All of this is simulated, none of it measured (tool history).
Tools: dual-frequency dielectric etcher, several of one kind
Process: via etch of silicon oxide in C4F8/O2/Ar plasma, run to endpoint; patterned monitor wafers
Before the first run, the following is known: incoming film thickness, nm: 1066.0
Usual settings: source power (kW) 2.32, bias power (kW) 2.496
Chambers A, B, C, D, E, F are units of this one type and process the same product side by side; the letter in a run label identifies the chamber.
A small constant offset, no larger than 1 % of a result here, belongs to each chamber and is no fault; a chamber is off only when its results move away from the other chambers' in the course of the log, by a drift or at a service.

run   hour  source power (kW)  bias power (kW)  hours since the last wet clean  hours since the last source power generator calibration  hours since the last bias power generator calibration  endpoint time (s)
       2.8  -- chamber E: wet clean of the chamber
 1F    6.9               2.32            2.496                            93.8                                                       74                                                 2579.1             187.19
 2E   16.2               2.32            2.496                            13.4                                                   1930.8                                                 3638.5             186.12
 3C   23.8               2.32            2.496                           123.4                                                   1312.7                                                 1035.5             185.33
      31.4  -- chamber A: wet clean of the chamber
 4A   37.1               2.32            2.496                             5.7                                                    776.8                                                    145             186.85
 5B   48.4               2.32            2.496                           549.3                                                    338.5                                                   3487             188.13
        55  -- chamber B: bias power generator calibrated
 6D   62.6               2.32            2.496                            92.8                                                     3158                                                 2761.9             184.25
 7A     75               2.32            2.496                            43.6                                                    814.7                                                  182.9             186.64
 8F   88.2               2.32            2.496                           175.1                                                    155.3                                                 2660.4             186.89
 9C   95.3               2.32            2.496                           194.9                                                   1384.2                                                   1107             186.25
10D    102               2.32            2.496                           132.2                                                   3197.4                                                 2801.3             187.92
       110  -- chamber E: bias power generator calibrated
11B  111.6               2.32            2.496                           612.5                                                    401.7                                                   56.6             189.11
12E  120.9               2.32            2.496                           118.1                                                   2035.5                                                   10.9             185.65
     125.1  -- chamber B: wet clean of the chamber
13B  127.7               2.32            2.496                             2.7                                                    417.8                                                   72.7             188.56
14E    137               2.32            2.496                           134.2                                                   2051.6                                                     27             186.94
15D  149.4               2.32            2.496                           179.6                                                   3244.8                                                 2848.7             186.04
16C  162.8               2.82            2.192                           262.4                                                   1451.7                                                 1174.5             178.62
17F  174.7               2.82            2.192                           261.6                                                    241.8                                                 2746.9             177.97
18A  188.3               2.82            2.192                           156.9                                                      928                                                  296.2             179.02
19E  196.5               2.82            2.192                           193.7                                                   2111.1                                                   86.5             179.44
20B  204.9               2.82            2.192                            79.9                                                      495                                                  149.9             180.16
21C  211.7               2.82            2.192                           311.3                                                   1500.6                                                 1223.4             176.06
22D  221.7               2.32            2.496                           251.9                                                   3317.1                                                   2921             185.96
23A    231               2.32            2.496                           199.6                                                    970.7                                                  338.9             186.49
24F  237.5               2.32            2.496                           324.4                                                    304.6                                                 2809.7             182.08
25D  248.6               2.32            2.496                           278.8                                                     3344                                                 2947.9             184.36
26E  262.8               2.32            2.496                             260                                                   2177.4                                                  152.8             185.63
27C  272.8               2.32            2.496                           372.4                                                   1561.7                                                 1284.5             183.63
28B  281.3               2.32            2.496                           156.3                                                    571.4                                                  226.3             187.49
29A  295.4               2.32            2.496                             264                                                   1035.1                                                  403.3             188.27
30F  308.6               2.32            2.496                           395.5                                                    375.7                                                 2880.8             181.22
31E  321.4               2.32            2.496                           318.6                                                     2236                                                  211.4              187.7
32A  335.5               2.71            2.496                           304.1                                                   1075.2                                                  443.4             176.25
33C    345               2.71            2.496                           444.6                                                   1633.9                                                 1356.7              172.8
34B    352               2.71            2.496                             227                                                    642.1                                                    297             175.98
35F  364.5               2.71            2.496                           451.4                                                    431.6                                                 2936.7             170.37
     365.5  -- chamber E: wet clean of the chamber
       368  -- chamber C: wet clean of the chamber
     375.5  -- chamber C: source power generator calibrated
36D  376.2               2.71            2.496                           406.4                                                   3471.6                                                 3075.5             174.15
37C  382.9               2.71            2.496                              15                                                      7.5                                                 1394.6             172.17
38F  394.3               2.14            2.123                           481.2                                                    461.4                                                 2966.5             195.75
39E  401.6               2.14            2.123                            36.1                                                   2316.2                                                  291.6             200.31
40B    409               2.14            2.123                             284                                                    699.1                                                    354              202.1

Each of the 6 chambers runs these same settings next. Fill in every chamber's results:
41A  419.6               2.32            2.496                                                                                                                                                                  ?
41B  419.6               2.32            2.496                                                                                                                                                                  ?
41C  419.6               2.32            2.496                                                                                                                                                                  ?
41D  419.6               2.32            2.496                                                                                                                                                                  ?
41E  419.6               2.32            2.496                                                                                                                                                                  ?
41F  419.6               2.32            2.496                                                                                                                                                                  ?

run  endpoint time (s)
41A             184.79
41B             187.75
41C             186.08
41D             184.08
41E              189.4
41F             180.44
